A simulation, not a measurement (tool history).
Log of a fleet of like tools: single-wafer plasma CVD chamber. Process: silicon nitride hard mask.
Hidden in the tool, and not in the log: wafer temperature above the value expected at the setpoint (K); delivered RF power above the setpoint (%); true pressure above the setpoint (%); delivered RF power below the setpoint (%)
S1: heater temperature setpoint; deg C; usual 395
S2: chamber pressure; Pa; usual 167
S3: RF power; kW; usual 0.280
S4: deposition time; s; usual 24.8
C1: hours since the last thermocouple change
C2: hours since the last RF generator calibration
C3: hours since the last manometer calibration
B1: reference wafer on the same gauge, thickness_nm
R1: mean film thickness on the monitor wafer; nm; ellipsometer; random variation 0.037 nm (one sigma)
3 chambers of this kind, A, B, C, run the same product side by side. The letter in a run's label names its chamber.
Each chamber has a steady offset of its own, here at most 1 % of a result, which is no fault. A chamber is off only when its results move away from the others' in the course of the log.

run 1A hour=8.7 | S1=395 S2=167 S3=0.280 S4=24.8 | C1=1830.5 C2=897.3 C3=313.6 | B1=25.097 | R1=25.324
run 2C hour=22.6 | S1=395 S2=167 S3=0.280 S4=24.8 | C1=241.3 C2=840.1 C3=1877.2 | B1=25.081 | R1=25.208
run 3B hour=33.2 | S1=395 S2=167 S3=0.280 S4=24.8 | C1=1612.0 C2=111.0 C3=1350.2 | B1=25.081 | R1=25.326
run 4B hour=45.4 | S1=395 S2=167 S3=0.280 S4=24.8 | C1=1624.2 C2=123.2 C3=1362.4 | B1=25.075 | R1=25.350
-- hour=52.2 chamber C: RF generator calibrated
run 5A hour=55.6 | S1=381 S2=167 S3=0.280 S4=24.8 | C1=1877.4 C2=944.2 C3=360.5 | B1=25.065 | R1=25.483
run 6C hour=66.6 | S1=381 S2=167 S3=0.280 S4=24.8 | C1=285.3 C2=14.5 C3=1921.2 | B1=25.056 | R1=25.312
run 7A hour=73.4 | S1=381 S2=167 S3=0.280 S4=24.8 | C1=1895.2 C2=962.0 C3=378.3 | B1=25.047 | R1=25.511
run 8C hour=80.8 | S1=395 S2=167 S3=0.280 S4=24.8 | C1=299.5 C2=28.7 C3=1935.4 | B1=25.037 | R1=25.125
run 9B hour=92.8 | S1=395 S2=167 S3=0.280 S4=24.8 | C1=1671.6 C2=170.6 C3=1409.8 | B1=25.038 | R1=25.277
run 10B hour=102.5 | S1=395 S2=167 S3=0.280 S4=24.8 | C1=1681.3 C2=180.3 C3=1419.5 | B1=25.033 | R1=25.297
run 11C hour=114.8 | S1=395 S2=147 S3=0.280 S4=24.8 | C1=333.5 C2=62.7 C3=1969.4 | B1=25.027 | R1=24.126
run 12A hour=127.6 | S1=395 S2=147 S3=0.280 S4=24.8 | C1=1949.4 C2=1016.2 C3=432.5 | B1=25.024 | R1=24.263
run 13B hour=137.2 | S1=395 S2=147 S3=0.280 S4=24.8 | C1=1716.0 C2=215.0 C3=1454.2 | B1=25.008 | R1=24.302
run 14A hour=149.2 | S1=395 S2=167 S3=0.280 S4=24.8 | C1=1971.0 C2=1037.8 C3=454.1 | B1=25.000 | R1=25.219
-- hour=154.3 chamber A: RF generator calibrated
run 15C hour=157.4 | S1=383 S2=167 S3=0.280 S4=24.8 | C1=376.1 C2=105.3 C3=2012.0 | B1=24.992 | R1=25.227
run 16A hour=165.1 | S1=383 S2=167 S3=0.280 S4=24.8 | C1=1986.9 C2=10.9 C3=470.0 | B1=24.993 | R1=25.413
run 17C hour=171.5 | S1=383 S2=167 S3=0.280 S4=24.8 | C1=390.2 C2=119.4 C3=2026.1 | B1=24.984 | R1=25.242
run 18B hour=182.2 | S1=395 S2=167 S3=0.280 S4=24.8 | C1=1761.0 C2=260.0 C3=1499.2 | B1=24.988 | R1=25.247
run 19B hour=191.2 | S1=395 S2=167 S3=0.280 S4=24.8 | C1=1770.0 C2=269.0 C3=1508.2 | B1=24.978 | R1=25.145
run 20A hour=199.6 | S1=395 S2=167 S3=0.280 S4=24.8 | C1=2021.4 C2=45.4 C3=504.5 | B1=24.955 | R1=25.221
-- hour=210.9 chamber C: capacitance manometer re-zeroed and calibrated
run 21C hour=212.4 | S1=385 S2=167 S3=0.280 S4=24.8 | C1=431.1 C2=160.3 C3=1.6 | B1=24.964 | R1=25.220
run 22C hour=223.8 | S1=385 S2=167 S3=0.280 S4=24.8 | C1=442.5 C2=171.7 C3=13.0 | B1=24.951 | R1=25.232

Is one chamber off against the others, does the gauge drift, or is nothing wrong? If a chamber is off, say which, and what the likeliest cause is.

The gauge drifts, so all chambers seem to drift together. No chamber is off.
Cause: gauge reads low (%) = 0.61.
